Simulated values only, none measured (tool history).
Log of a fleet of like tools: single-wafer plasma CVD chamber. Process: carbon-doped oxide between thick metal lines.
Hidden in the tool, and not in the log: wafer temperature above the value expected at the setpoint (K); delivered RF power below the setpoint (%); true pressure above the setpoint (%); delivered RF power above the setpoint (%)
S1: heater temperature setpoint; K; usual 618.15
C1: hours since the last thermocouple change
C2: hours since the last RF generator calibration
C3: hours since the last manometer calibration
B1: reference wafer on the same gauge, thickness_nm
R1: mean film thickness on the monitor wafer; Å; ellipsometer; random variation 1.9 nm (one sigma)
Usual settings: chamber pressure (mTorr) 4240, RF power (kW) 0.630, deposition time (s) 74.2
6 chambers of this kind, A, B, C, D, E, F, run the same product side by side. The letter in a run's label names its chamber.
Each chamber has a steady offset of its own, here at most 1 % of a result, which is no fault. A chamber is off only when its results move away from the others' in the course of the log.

Run 1E, hour 6.2: usual settings; C1 1209.6; C2 476.0; C3 1062.7; B1 389.89. Result: R1 4238.7 Å.
Run 2D, hour 11.8: usual settings; C1 2733.5; C2 2200.5; C3 884.4; B1 390.18. Result: R1 4247.8 Å.
Run 3A, hour 20.7: usual settings; C1 609.8; C2 701.5; C3 69.1; B1 389.82. Result: R1 4258.2 Å.
Run 4B, hour 25.7: usual settings; C1 525.9; C2 1123.0; C3 1311.5; B1 390.09. Result: R1 4234.7 Å.
Run 5C, hour 32.9: usual settings; C1 323.7; C2 699.1; C3 334.2; B1 390.16. Result: R1 4268.0 Å.
Run 6F, hour 37.4: usual settings; C1 371.5; C2 283.0; C3 1589.3; B1 390.20. Result: R1 4305.7 Å.
Run 7A, hour 42.3: usual settings; C1 631.4; C2 723.1; C3 90.7; B1 389.92. Result: R1 4259.2 Å.
Run 8E, hour 49.4: usual settings; C1 1252.8; C2 519.2; C3 1105.9; B1 389.76. Result: R1 4220.7 Å.
Run 9B, hour 58.4: usual settings; C1 558.6; C2 1155.7; C3 1344.2; B1 390.21. Result: R1 4285.1 Å.
Run 10D, hour 65.3: usual settings; C1 2787.0; C2 2254.0; C3 937.9; B1 390.22. Result: R1 4291.1 Å.
Run 11F, hour 73.1: usual settings; C1 407.2; C2 318.7; C3 1625.0; B1 390.43. Result: R1 4306.7 Å.
Run 12C, hour 80.6: usual settings; C1 371.4; C2 746.8; C3 381.9; B1 389.85. Result: R1 4253.0 Å.
Run 13C, hour 87.0: usual settings but deposition time (s) 80.4; C1 377.8; C2 753.2; C3 388.3; B1 389.82. Result: R1 4619.2 Å.
Run 14E, hour 93.0: usual settings but deposition time (s) 80.4; C1 1296.4; C2 562.8; C3 1149.5; B1 389.90. Result: R1 4564.1 Å.
Run 15D, hour 101.7: usual settings but deposition time (s) 80.4; C1 2823.4; C2 2290.4; C3 974.3; B1 390.02. Result: R1 4591.0 Å.
Run 16F, hour 105.9: usual settings but deposition time (s) 80.4; C1 440.0; C2 351.5; C3 1657.8; B1 389.71. Result: R1 4674.2 Å.
Run 17A, hour 114.5: usual settings but deposition time (s) 80.4; C1 703.6; C2 795.3; C3 162.9; B1 389.96. Result: R1 4629.9 Å.
Run 18B, hour 123.8: usual settings but deposition time (s) 80.4; C1 624.0; C2 1221.1; C3 1409.6; B1 390.71. Result: R1 4656.2 Å.
Run 19A, hour 133.0: usual settings; C1 722.1; C2 813.8; C3 181.4; B1 390.01. Result: R1 4283.5 Å.
Run 20F, hour 140.6: usual settings; C1 474.7; C2 386.2; C3 1692.5; B1 389.84. Result: R1 4285.7 Å.
Run 21D, hour 146.9: usual settings; C1 2868.6; C2 2335.6; C3 1019.5; B1 390.19. Result: R1 4286.6 Å.
Run 22C, hour 151.2: usual settings; C1 442.0; C2 817.4; C3 452.5; B1 390.37. Result: R1 4251.4 Å.
Run 23B, hour 160.2: usual settings but chamber pressure (mTorr) 3710, RF power (kW) 0.750; C1 660.4; C2 1257.5; C3 1446.0; B1 390.07. Result: R1 4671.5 Å.
Run 24E, hour 169.8: usual settings but chamber pressure (mTorr) 3710, RF power (kW) 0.750; C1 1373.2; C2 639.6; C3 1226.3; B1 389.71. Result: R1 4605.5 Å.
Run 25E, hour 174.3: usual settings but chamber pressure (mTorr) 3710, RF power (kW) 0.750; C1 1377.7; C2 644.1; C3 1230.8; B1 389.87. Result: R1 4596.8 Å.
Run 26B, hour 183.7: usual settings but chamber pressure (mTorr) 3710, RF power (kW) 0.750; C1 683.9; C2 1281.0; C3 1469.5; B1 389.86. Result: R1 4643.7 Å.
Run 27F, hour 188.7: usual settings but chamber pressure (mTorr) 3710, RF power (kW) 0.750; C1 522.8; C2 434.3; C3 1740.6; B1 390.23. Result: R1 4655.2 Å.
Run 28D, hour 192.9: usual settings but chamber pressure (mTorr) 3710, RF power (kW) 0.750; C1 2914.6; C2 2381.6; C3 1065.5; B1 389.62. Result: R1 4692.2 Å.
Run 29C, hour 199.0: usual settings; C1 489.8; C2 865.2; C3 500.3; B1 389.83. Result: R1 4292.8 Å.
Run 30A, hour 205.2: usual settings; C1 794.3; C2 886.0; C3 253.6; B1 389.76. Result: R1 4233.1 Å.
Run 31F, hour 211.5: usual settings but S1 607.15 K; C1 545.6; C2 457.1; C3 1763.4; B1 390.00. Result: R1 4424.5 Å.
Run 32E, hour 219.6: usual settings but S1 607.15 K; C1 1423.0; C2 689.4; C3 1276.1; B1 390.11. Result: R1 4399.2 Å.
Run 33A, hour 228.1: usual settings but S1 607.15 K; C1 817.2; C2 908.9; C3 276.5; B1 390.45. Result: R1 4392.3 Å.
Run 34D, hour 232.6: usual settings but S1 607.15 K; C1 2954.3; C2 2421.3; C3 1105.2; B1 389.79. Result: R1 4393.9 Å.
Run 35B, hour 237.1: usual settings but S1 607.15 K; C1 737.3; C2 1334.4; C3 1522.9; B1 390.12. Result: R1 4423.8 Å.
Run 36C, hour 242.3: usual settings but S1 607.15 K; C1 533.1; C2 908.5; C3 543.6; B1 390.28. Result: R1 4377.6 Å.
Run 37F, hour 248.5: usual settings; C1 582.6; C2 494.1; C3 1800.4; B1 389.93. Result: R1 4314.3 Å.
Run 38B, hour 258.2: usual settings but chamber pressure (mTorr) 4690; C1 758.4; C2 1355.5; C3 1544.0; B1 389.90. Result: R1 4319.8 Å.
Run 39D, hour 267.3: usual settings but chamber pressure (mTorr) 4690; C1 2989.0; C2 2456.0; C3 1139.9; B1 390.00. Result: R1 4314.5 Å.

What goes on in this fleet: one chamber off, a drifting gauge, or nothing beyond the chambers' own small offsets? Name the chamber and the cause, if any.

No chamber stands off beyond its own small offset, and the gauge holds steady.

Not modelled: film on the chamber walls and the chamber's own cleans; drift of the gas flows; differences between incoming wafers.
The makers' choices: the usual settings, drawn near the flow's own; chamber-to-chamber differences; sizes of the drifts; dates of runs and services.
